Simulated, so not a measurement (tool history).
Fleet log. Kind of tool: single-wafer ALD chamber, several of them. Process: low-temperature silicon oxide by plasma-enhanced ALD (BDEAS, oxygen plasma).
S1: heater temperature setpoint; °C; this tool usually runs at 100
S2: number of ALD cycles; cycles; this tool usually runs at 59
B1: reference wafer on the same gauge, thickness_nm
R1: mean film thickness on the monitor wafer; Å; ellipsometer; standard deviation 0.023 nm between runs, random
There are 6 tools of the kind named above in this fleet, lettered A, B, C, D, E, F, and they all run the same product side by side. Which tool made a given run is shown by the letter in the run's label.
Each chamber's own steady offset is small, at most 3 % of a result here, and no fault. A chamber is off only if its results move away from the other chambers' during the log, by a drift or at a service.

run 1C hour=9.7 | S1=100 S2=59 | B1=9.9588 | R1=85.042
run 2F hour=15.9 | S1=100 S2=59 | B1=9.9429 | R1=84.924
run 3B hour=25.2 | S1=100 S2=59 | B1=9.9532 | R1=82.604
run 4E hour=36.3 | S1=100 S2=59 | B1=9.9528 | R1=84.962
run 5D hour=46.3 | S1=100 S2=59 | B1=9.9555 | R1=83.975
run 6A hour=51.7 | S1=100 S2=59 | B1=9.9519 | R1=84.875
run 7D hour=60.3 | S1=100 S2=59 | B1=9.9513 | R1=84.405
run 8F hour=71.1 | S1=100 S2=59 | B1=9.9524 | R1=84.519
run 9A hour=77.7 | S1=100 S2=59 | B1=9.9488 | R1=84.895
run 10C hour=84.5 | S1=100 S2=59 | B1=9.9446 | R1=85.571
run 11E hour=93.7 | S1=100 S2=59 | B1=9.9543 | R1=84.643
run 12B hour=100.5 | S1=100 S2=53 | B1=9.9504 | R1=73.541
run 13B hour=105.4 | S1=100 S2=53 | B1=9.9561 | R1=74.062
run 14E hour=111.4 | S1=100 S2=53 | B1=9.9463 | R1=75.692
run 15D hour=119.5 | S1=100 S2=53 | B1=9.9521 | R1=75.548
run 16A hour=127.2 | S1=100 S2=53 | B1=9.9433 | R1=76.207
run 17C hour=134.4 | S1=100 S2=53 | B1=9.9508 | R1=76.665
run 18F hour=139.7 | S1=109 S2=59 | B1=9.9486 | R1=82.942
run 19C hour=146.8 | S1=109 S2=59 | B1=9.9484 | R1=83.700
run 20B hour=157.4 | S1=109 S2=59 | B1=9.9509 | R1=81.076
run 21E hour=167.5 | S1=109 S2=59 | B1=9.9535 | R1=83.211
run 22F hour=178.1 | S1=109 S2=59 | B1=9.9477 | R1=82.952
run 23D hour=189.1 | S1=109 S2=59 | B1=9.9430 | R1=82.507
run 24A hour=197.5 | S1=100 S2=59 | B1=9.9509 | R1=84.758
run 25A hour=203.6 | S1=100 S2=59 | B1=9.9492 | R1=84.794
run 26E hour=213.9 | S1=100 S2=59 | B1=9.9520 | R1=84.758
run 27D hour=220.6 | S1=100 S2=59 | B1=9.9513 | R1=84.325
run 28F hour=228.3 | S1=100 S2=59 | B1=9.9538 | R1=84.454
run 29B hour=239.4 | S1=100 S2=59 | B1=9.9445 | R1=82.204
run 30C hour=247.2 | S1=100 S2=59 | B1=9.9449 | R1=85.505
run 31B hour=255.5 | S1=100 S2=59 | B1=9.9472 | R1=81.990
run 32A hour=265.6 | S1=100 S2=59 | B1=9.9548 | R1=84.757
run 33F hour=273.0 | S1=100 S2=59 | B1=9.9414 | R1=84.286
run 34C hour=281.8 | S1=100 S2=59 | B1=9.9482 | R1=85.003
run 35D hour=286.7 | S1=100 S2=59 | B1=9.9521 | R1=84.215
run 36E hour=292.2 | S1=100 S2=50 | B1=9.9546 | R1=71.631
run 37B hour=303.2 | S1=100 S2=50 | B1=9.9510 | R1=69.626
run 38A hour=309.4 | S1=100 S2=50 | B1=9.9549 | R1=71.687
run 39C hour=320.3 | S1=100 S2=50 | B1=9.9552 | R1=72.275

Each of the 6 chambers runs these same settings next. Fill in every chamber's results:
run 40A hour=328.2 | S1=87 S2=59 | R1=?
run 40B hour=328.2 | S1=87 S2=59 | R1=?
run 40C hour=328.2 | S1=87 S2=59 | R1=?
run 40D hour=328.2 | S1=87 S2=59 | R1=?
run 40E hour=328.2 | S1=87 S2=59 | R1=?
run 40F hour=328.2 | S1=87 S2=59 | R1=?

run=40A R1=88.417
run=40B R1=85.982
run=40C R1=89.160
run=40D R1=88.146
run=40E R1=88.252
run=40F R1=88.512
